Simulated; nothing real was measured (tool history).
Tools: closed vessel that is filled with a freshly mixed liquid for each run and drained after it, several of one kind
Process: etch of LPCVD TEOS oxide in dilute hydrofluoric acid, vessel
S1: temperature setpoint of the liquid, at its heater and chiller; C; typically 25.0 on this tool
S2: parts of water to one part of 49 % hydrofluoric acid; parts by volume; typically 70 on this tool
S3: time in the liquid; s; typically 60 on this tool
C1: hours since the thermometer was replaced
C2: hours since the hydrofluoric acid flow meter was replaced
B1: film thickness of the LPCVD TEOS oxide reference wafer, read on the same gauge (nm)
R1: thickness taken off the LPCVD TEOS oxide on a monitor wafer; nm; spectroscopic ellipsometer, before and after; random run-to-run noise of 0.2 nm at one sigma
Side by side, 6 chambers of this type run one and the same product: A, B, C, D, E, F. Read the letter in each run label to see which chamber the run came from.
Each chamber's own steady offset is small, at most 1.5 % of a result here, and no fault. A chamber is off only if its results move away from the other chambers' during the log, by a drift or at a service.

Run 1D, day 0.229: usual settings; C1 684.0; C2 128.4; B1 40.013. Result: R1 24.431 nm.
Run 2F, day 0.467: usual settings; C1 538.7; C2 684.9; B1 39.977. Result: R1 24.044 nm.
Run 3C, day 0.708: usual settings; C1 602.1; C2 999.8; B1 39.969. Result: R1 24.193 nm.
Run 4B, day 0.871: usual settings; C1 820.9; C2 375.5; B1 39.994. Result: R1 24.542 nm.
Run 5A, day 0.988: usual settings; C1 1592.3; C2 156.8; B1 39.962. Result: R1 24.724 nm.
Run 6E, day 1.221: usual settings; C1 443.1; C2 1939.8; B1 39.989. Result: R1 24.628 nm.
Run 7A, day 1.396: usual settings; C1 1602.1; C2 166.6; B1 39.989. Result: R1 24.871 nm.
Run 8E, day 1.508: usual settings; C1 450.0; C2 1946.7; B1 39.975. Result: R1 23.949 nm.
Run 9B, day 1.621: usual settings; C1 838.9; C2 393.5; B1 40.039. Result: R1 23.806 nm.
At day 1.800: chamber A: thermometer replaced.
Run 10C, day 1.804: usual settings but S2 35 parts by volume, S3 35 s; C1 628.4; C2 1026.1; B1 40.003. Result: R1 30.253 nm.
Run 11F, day 2.042: usual settings but S2 35 parts by volume, S3 35 s; C1 576.5; C2 722.7; B1 40.004. Result: R1 29.425 nm.
Run 12D, day 2.179: usual settings but S2 35 parts by volume, S3 35 s; C1 730.8; C2 175.2; B1 39.975. Result: R1 30.394 nm.
Run 13C, day 2.292: usual settings but S2 35 parts by volume, S3 35 s; C1 640.1; C2 1037.8; B1 39.962. Result: R1 30.211 nm.
Run 14E, day 2.479: usual settings but S2 35 parts by volume, S3 35 s; C1 473.3; C2 1970.0; B1 40.038. Result: R1 30.124 nm.
Run 15A, day 2.592: usual settings but S2 35 parts by volume, S3 35 s; C1 19.0; C2 195.3; B1 39.975. Result: R1 30.071 nm.
Run 16D, day 2.833: usual settings; C1 746.5; C2 190.9; B1 40.006. Result: R1 24.256 nm.
Run 17F, day 3.017: usual settings but S2 45 parts by volume, S3 70 s; C1 599.9; C2 746.1; B1 39.996. Result: R1 44.853 nm.
Run 18B, day 3.250: usual settings but S2 45 parts by volume, S3 70 s; C1 878.0; C2 432.6; B1 40.019. Result: R1 44.840 nm.
Run 19D, day 3.479: usual settings but S2 45 parts by volume, S3 70 s; C1 762.0; C2 206.4; B1 39.986. Result: R1 46.175 nm.
Run 20B, day 3.612: usual settings but S2 45 parts by volume, S3 70 s; C1 886.7; C2 441.3; B1 39.989. Result: R1 44.719 nm.
Run 21E, day 3.842: usual settings but S2 45 parts by volume, S3 70 s; C1 506.0; C2 2002.7; B1 39.999. Result: R1 46.452 nm.
At day 3.867: chamber B: thermometer replaced.
Run 22F, day 4.058: usual settings but S2 45 parts by volume, S3 70 s; C1 624.9; C2 771.1; B1 40.012. Result: R1 45.302 nm.
Run 23C, day 4.262: usual settings; C1 687.4; C2 1085.1; B1 40.034. Result: R1 24.090 nm.
Run 24A, day 4.446: usual settings; C1 63.5; C2 239.8; B1 39.995. Result: R1 24.477 nm.
Run 25B, day 4.683: usual settings; C1 19.6; C2 467.0; B1 40.016. Result: R1 23.729 nm.
At day 4.750: chamber E: hydrofluoric acid flow meter replaced.
Run 26C, day 4.875: usual settings; C1 702.1; C2 1099.8; B1 39.998. Result: R1 24.585 nm.
Run 27D, day 5.021: usual settings; C1 799.0; C2 243.4; B1 40.019. Result: R1 24.410 nm.
At day 5.112: chamber B: hydrofluoric acid flow meter replaced.
Run 28F, day 5.204: usual settings; C1 652.4; C2 798.6; B1 40.053. Result: R1 24.140 nm.
Run 29A, day 5.342: usual settings; C1 85.0; C2 261.3; B1 40.027. Result: R1 24.684 nm.
At day 5.529: chamber F: hydrofluoric acid flow meter replaced.
Run 30E, day 5.558: usual settings; C1 547.2; C2 19.5; B1 39.979. Result: R1 24.679 nm.
Run 31D, day 5.800: usual settings; C1 817.7; C2 262.1; B1 39.988. Result: R1 24.399 nm.
Run 32F, day 5.983: usual settings; C1 671.1; C2 11.0; B1 39.994. Result: R1 24.287 nm.
Run 33C, day 6.104: usual settings; C1 731.6; C2 1129.3; B1 39.965. Result: R1 24.620 nm.
Run 34A, day 6.296: usual settings but S1 27.5 C, S2 55 parts by volume; C1 107.9; C2 284.2; B1 40.028. Result: R1 34.956 nm.
Run 35E, day 6.542: usual settings but S1 27.5 C, S2 55 parts by volume; C1 570.8; C2 43.1; B1 39.999. Result: R1 35.305 nm.
Run 36B, day 6.679: usual settings but S1 27.5 C, S2 55 parts by volume; C1 67.5; C2 37.6; B1 40.001. Result: R1 33.763 nm.
Run 37B, day 6.900: usual settings but S1 27.5 C, S2 55 parts by volume; C1 72.8; C2 42.9; B1 40.013. Result: R1 34.264 nm.
Run 38D, day 7.096: usual settings but S1 27.5 C, S2 55 parts by volume; C1 848.8; C2 293.2; B1 40.000. Result: R1 35.427 nm.
Run 39C, day 7.208: usual settings but S1 27.5 C, S2 55 parts by volume; C1 758.1; C2 1155.8; B1 39.993. Result: R1 34.682 nm.
Run 40F, day 7.346: usual settings; C1 703.8; C2 43.7; B1 39.998. Result: R1 24.356 nm.
Run 41A, day 7.475: usual settings but S1 27.5 C; C1 136.2; C2 312.5; B1 39.987. Result: R1 27.381 nm.
Run 42E, day 7.667: usual settings but S1 27.5 C; C1 597.8; C2 70.1; B1 40.030. Result: R1 27.015 nm.
Run 43A, day 7.867: usual settings but S1 27.5 C; C1 145.6; C2 321.9; B1 40.014. Result: R1 27.303 nm.

Does one chamber stand apart from the rest, does the shared gauge drift, or is all well apart from small per-chamber offsets? Give the chamber and the most likely cause, where there is one.

Beyond each chamber's small constant offset nothing stands out, and the gauge stays steady.

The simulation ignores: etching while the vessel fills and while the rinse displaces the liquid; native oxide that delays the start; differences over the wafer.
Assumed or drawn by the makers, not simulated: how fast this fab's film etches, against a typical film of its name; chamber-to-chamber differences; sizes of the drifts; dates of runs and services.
